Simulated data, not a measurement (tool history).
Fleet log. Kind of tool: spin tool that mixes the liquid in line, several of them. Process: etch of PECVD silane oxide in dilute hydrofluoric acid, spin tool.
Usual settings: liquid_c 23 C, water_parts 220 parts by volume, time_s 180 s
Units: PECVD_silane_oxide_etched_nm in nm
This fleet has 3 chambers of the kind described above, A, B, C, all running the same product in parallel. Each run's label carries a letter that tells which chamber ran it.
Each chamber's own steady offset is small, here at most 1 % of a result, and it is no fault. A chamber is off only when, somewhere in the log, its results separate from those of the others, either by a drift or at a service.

run	hour	liquid_c	water_parts	time_s	hours since the thermometer was replaced	hours since the hydrofluoric acid flow meter was replaced	read-back film thickness of the PECVD silane oxide reference wafer, read on the same gauge (nm)	PECVD_silane_oxide_etched_nm
1A	9.9	23	220	180	625.5	619.6	100.020	20.210
# hour 11.9: chamber B: thermometer replaced
2C	16.9	23	220	180	480.2	1670.1	99.988	20.551
3B	27.8	23	220	180	16.0	50.6	100.010	20.531
4C	35.2	23	220	180	498.5	1688.4	99.985	20.364
5B	43.9	23	220	180	32.1	66.7	100.000	20.261
6A	50.9	23	220	180	666.5	660.6	99.990	20.254
7A	57.4	23	220	180	673.0	667.1	100.010	20.473
8C	67.1	23	220	180	530.4	1720.3	100.020	20.594
9B	76.2	23	220	180	64.4	99.0	99.988	20.117
10A	83.0	23	220	180	698.6	692.7	99.998	20.258
11B	89.9	23	220	180	78.1	112.7	99.976	20.320
12C	96.2	23	140	180	559.5	1749.4	99.986	34.682
13B	102.3	23	140	180	90.5	125.1	99.993	35.231
14C	108.4	23	140	180	571.7	1761.6	99.973	34.669
15A	120.0	23	220	180	735.6	729.7	99.998	20.472
16A	125.1	23	220	180	740.7	734.8	100.000	20.429
17C	133.7	23	220	180	597.0	1786.9	99.977	20.321
18B	141.0	23	220	180	129.2	163.8	99.994	20.351
19A	148.9	23	220	180	764.5	758.6	100.020	20.454
20B	160.1	23	220	180	148.3	182.9	100.020	20.438
21C	167.6	23	220	180	630.9	1820.8	100.020	20.287
22C	175.9	23	220	180	639.2	1829.1	100.000	20.051
23A	183.2	23	220	180	798.8	792.9	100.010	20.333
24B	190.9	23	220	180	179.1	213.7	100.010	20.478

Decide between three cases: one chamber stands off from its peers, the gauge reading all wafers drifts, or nothing is wrong past each chamber's small offset. Where a chamber is off, say which and what most likely put it there.

The fleet is healthy, with each chamber sitting at its usual small offset and no drift in the gauge.

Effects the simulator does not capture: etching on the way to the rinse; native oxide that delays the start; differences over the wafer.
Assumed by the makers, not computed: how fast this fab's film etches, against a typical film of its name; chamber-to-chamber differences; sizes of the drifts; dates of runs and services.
